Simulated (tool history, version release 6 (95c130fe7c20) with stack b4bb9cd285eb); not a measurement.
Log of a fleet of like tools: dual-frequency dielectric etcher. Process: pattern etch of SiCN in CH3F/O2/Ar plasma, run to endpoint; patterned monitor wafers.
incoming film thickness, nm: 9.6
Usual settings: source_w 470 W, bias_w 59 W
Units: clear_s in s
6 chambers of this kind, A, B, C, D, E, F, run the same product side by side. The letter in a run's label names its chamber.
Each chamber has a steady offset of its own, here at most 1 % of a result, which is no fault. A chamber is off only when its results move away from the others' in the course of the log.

run   hour  source_w  bias_w  hours since the last wet clean  hours since the last source power generator calibration  hours since the last bias power generator calibration  clear_s
       2.0  -- chamber E: wet clean of the chamber
 1F   11.1       470      59                           433.3                                                   3049.8                                                 2188.6   25.710
 2B   18.2       470      59                            42.3                                                    851.3                                                 1540.7   25.733
      20.6  -- chamber F: wet clean of the chamber
 3E   32.3       470      59                            30.3                                                   3158.7                                                 1299.2   25.497
 4C   46.3       470      59                           254.0                                                   1507.2                                                 4158.5   25.781
 5D   55.8       470      59                            93.0                                                   2763.0                                                 2359.4   25.796
 6A   70.1       470      59                           184.5                                                   3053.9                                                 3672.0   25.664
 7B   82.7       470      59                           106.8                                                    915.8                                                 1605.2   25.830
 8E   91.5       470      59                            89.5                                                   3217.9                                                 1358.4   25.700
 9F  102.2       470      59                            81.6                                                   3140.9                                                 2279.7   25.890
10A  112.0       470      59                           226.4                                                   3095.8                                                 3713.9   25.568
11C  122.5       570      54                           330.2                                                   1583.4                                                 4234.7   24.759
     125.4  -- chamber C: source power generator calibrated
12D  130.5       570      54                           167.7                                                   2837.7                                                 2434.1   24.442
     132.1  -- chamber C: bias power generator calibrated
13F  139.5       570      54                           118.9                                                   3178.2                                                 2317.0   24.640
14B  148.3       570      54                           172.4                                                    981.4                                                 1670.8   24.560
15E  161.3       570      54                           159.3                                                   3287.7                                                 1428.2   24.517
16A  174.9       570      54                           289.3                                                   3158.7                                                 3776.8   24.494
17D  186.6       470      59                           223.8                                                   2893.8                                                 2490.2   25.863
18C  200.6       470      59                           408.3                                                     75.3                                                   68.6   25.755
19C  207.5       420      59                           415.2                                                     82.2                                                   75.5   26.779
20B  219.1       420      59                           243.2                                                   1052.2                                                 1741.6   26.820
21F  231.2       420      59                           210.6                                                   3269.9                                                 2408.7   27.115
22D  245.4       420      59                           282.6                                                   2952.6                                                 2549.0   26.742
23E  259.4       420      59                           257.4                                                   3385.8                                                 1526.3   26.687
     271.7  -- chamber C: wet clean of the chamber
24A  272.1       420      59                           386.5                                                   3255.9                                                 3874.0   26.466
     282.2  -- chamber F: bias power generator calibrated
25B  286.1       470      59                           310.2                                                   1119.2                                                 1808.6   25.890
26C  294.2       470      59                            22.5                                                    168.9                                                  162.2   25.969
27E  309.6       470      59                           307.6                                                   3436.0                                                 1576.5   25.493
28F  322.7       470      59                           302.1                                                   3361.4                                                   40.5   25.931
29A  330.4       470      59                           444.8                                                   3314.2                                                 3932.3   25.140
     335.1  -- chamber E: wet clean of the chamber
30D  345.3       470      59                           382.5                                                   3052.5                                                 2648.9   25.572
31E  354.4       470      59                            19.4                                                   3480.8                                                 1621.3   25.650
32D  369.4       470      59                           406.6                                                   3076.6                                                 2673.0   25.692
33B  378.7       470      45                           402.8                                                   1211.8                                                 1901.2   28.334
34A  387.6       470      45                           502.0                                                   3371.4                                                 3989.5   27.154
     389.3  -- chamber B: wet clean of the chamber
35C  399.6       470      45                           127.9                                                    274.3                                                  267.6   28.227
36F  407.0       470      45                           386.4                                                   3445.7                                                  124.8   28.306
37E  422.6       470      45                            87.6                                                   3549.0                                                 1689.5   27.958
38F  429.7       470      45                           409.1                                                   3468.4                                                  147.5   28.021
39A  441.0       560      59                           555.4                                                   3424.8                                                 4042.9   23.239
40D  455.2       560      59                           492.4                                                   3162.4                                                 2758.8   23.875
41B  462.3       560      59                            73.1                                                   1295.4                                                 1984.8   24.117
42C  474.5       560      59                           202.8                                                    349.2                                                  342.5   24.068
43D  483.6       560      59                           520.8                                                   3190.8                                                 2787.2   23.945

Is one chamber off against the others, does the gauge drift, or is nothing wrong? If a chamber is off, say which, and what the likeliest cause is.

Chamber A drifts away from the others.
Cause: etch rate over this chamber's usual, % = 3.85.

Here are 4 candidates for chamber A's next run, each the usual settings with a change, their results left as question marks. Which one brings its results back in line with what the others give on the usual settings?
In line means no further than this from the other chambers' mean on the usual settings: clear_s 0.370 s
44A-1  494.8       440      56                                                                                                                                                        ?
44A-2  494.8       480      60                                                                                                                                                        ?
44A-3  494.8       500      62                                                                                                                                                        ?
44A-4  494.8       460      58                                                                                                                                                        ?

The other chambers' mean on the usual settings: clear_s 25.775 s
  run  clear_s
44A-1   25.829
44A-2   24.433
44A-3   23.799
44A-4   25.108
44A-1 brings the chamber back in line.

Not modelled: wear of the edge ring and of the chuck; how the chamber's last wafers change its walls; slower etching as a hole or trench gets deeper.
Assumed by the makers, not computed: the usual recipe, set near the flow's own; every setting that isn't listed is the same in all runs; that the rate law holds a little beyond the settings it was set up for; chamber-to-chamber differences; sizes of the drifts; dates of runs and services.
